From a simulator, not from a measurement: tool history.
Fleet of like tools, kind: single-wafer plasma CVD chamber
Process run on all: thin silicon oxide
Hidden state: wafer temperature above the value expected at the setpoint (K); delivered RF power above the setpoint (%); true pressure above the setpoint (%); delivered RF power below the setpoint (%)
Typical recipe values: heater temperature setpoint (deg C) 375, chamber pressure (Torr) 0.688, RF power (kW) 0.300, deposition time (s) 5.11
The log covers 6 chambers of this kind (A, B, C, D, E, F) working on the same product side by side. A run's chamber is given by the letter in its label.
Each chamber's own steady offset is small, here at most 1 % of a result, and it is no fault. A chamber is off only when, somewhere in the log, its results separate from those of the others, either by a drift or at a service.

run,hour,heater temperature setpoint (deg C),chamber pressure (Torr),RF power (kW),deposition time (s),hours since the last thermocouple change,hours since the last RF generator calibration,hours since the last manometer calibration,"read-back reference wafer on the same gauge, thickness_nm",mean film thickness on the monitor wafer (nm)
1A,6.8,375,0.688,0.300,5.11,1115.1,1484.2,985.9,8.5169,8.2082
2B,13.9,375,0.688,0.300,5.11,1167.6,971.2,139.6,8.5153,8.1417
3C,22.0,375,0.688,0.300,5.11,823.6,251.1,31.5,8.5170,8.1941
4E,33.9,375,0.688,0.300,5.11,396.0,593.9,351.4,8.5123,8.1170
5F,40.0,375,0.688,0.300,5.11,1969.4,491.2,669.9,8.5138,8.1741
# hour 46.1: chamber A: capacitance manometer re-zeroed and calibrated
6D,47.7,375,0.688,0.300,5.11,341.8,2026.5,1181.8,8.5126,8.1907
7C,59.3,375,0.771,0.300,5.11,860.9,288.4,68.8,8.5103,9.2366
8A,68.0,375,0.771,0.300,5.11,1176.3,1545.4,22.0,8.5076,9.1646
9E,79.2,375,0.771,0.300,5.11,441.3,639.2,396.7,8.5066,9.1492
10F,86.9,375,0.771,0.300,5.11,2016.3,538.1,716.8,8.5056,9.2011
11B,94.4,375,0.771,0.300,5.11,1248.1,1051.7,220.1,8.5048,9.1582
12D,103.6,375,0.771,0.300,5.11,397.7,2082.4,1237.7,8.5003,9.1960
13E,109.5,375,0.688,0.300,5.11,471.6,669.5,427.0,8.4994,8.1053
14F,115.1,375,0.688,0.300,5.11,2044.5,566.3,745.0,8.4965,8.1754
15C,122.5,375,0.688,0.300,5.11,924.1,351.6,132.0,8.4945,8.2027
16D,128.2,375,0.688,0.300,5.11,422.3,2107.0,1262.3,8.4942,8.1807
# hour 136.5: chamber B: thermocouple changed; heater temperature recalibrated
17B,138.7,384,0.628,0.300,5.11,2.3,1096.0,264.4,8.4957,7.3595
18A,146.0,384,0.628,0.300,5.11,1254.3,1623.4,100.0,8.4915,7.3555
19C,154.4,384,0.628,0.300,5.11,956.0,383.5,163.9,8.4929,7.3732
20B,164.0,384,0.628,0.300,5.11,27.6,1121.3,289.7,8.4887,7.3573
21A,173.1,384,0.628,0.300,5.11,1281.4,1650.5,127.1,8.4869,7.3407
22D,184.1,384,0.628,0.300,5.11,478.2,2162.9,1318.2,8.4881,7.3887
23E,190.1,375,0.688,0.300,5.11,552.2,750.1,507.6,8.4852,8.1058
24F,197.9,375,0.688,0.300,5.11,2127.3,649.1,827.8,8.4841,8.1325
# hour 205.4: chamber D: RF generator calibrated
25C,209.5,375,0.688,0.300,5.11,1011.1,438.6,219.0,8.4802,8.1766
# hour 210.4: chamber C: thermocouple changed; heater temperature recalibrated
26E,220.8,375,0.688,0.300,5.11,582.9,780.8,538.3,8.4822,8.0970
27D,227.9,375,0.688,0.300,5.11,522.0,22.5,1362.0,8.4792,8.1993
28B,237.7,375,0.688,0.300,5.11,101.3,1195.0,363.4,8.4766,8.1367
29A,244.1,375,0.688,0.300,5.11,1352.4,1721.5,198.1,8.4716,8.1260
30F,255.3,369,0.855,0.300,5.11,2184.7,706.5,885.2,8.4743,10.0980
31D,265.5,369,0.855,0.300,5.11,559.6,60.1,1399.6,8.4691,10.1200
# hour 276.6: chamber A: thermocouple changed; heater temperature recalibrated
32C,276.6,369,0.855,0.300,5.11,66.3,505.7,286.1,8.4687,10.1360
# hour 278.5: chamber B: RF generator calibrated
33F,282.4,369,0.855,0.300,5.11,2211.8,733.6,912.3,8.4694,10.0760
34B,287.7,369,0.855,0.300,5.11,151.3,9.3,413.4,8.4696,10.0410
35A,295.3,369,0.855,0.300,5.11,18.7,1772.7,249.3,8.4650,10.0880
36E,306.6,375,0.688,0.300,5.11,668.7,866.6,624.1,8.4621,8.0915
37A,312.0,375,0.688,0.300,5.11,35.4,1789.4,266.0,8.4658,8.1251

Read the log: is a single chamber off, either drifting away or since a service, is the gauge that measures every chamber drifting, or is nothing wrong beyond small per-chamber offsets? Name any odd chamber and what most likely caused it.

Gauge drift. The chambers move together only on paper, and none stands off.
Likeliest cause: gauge reads low (%) = 0.684.

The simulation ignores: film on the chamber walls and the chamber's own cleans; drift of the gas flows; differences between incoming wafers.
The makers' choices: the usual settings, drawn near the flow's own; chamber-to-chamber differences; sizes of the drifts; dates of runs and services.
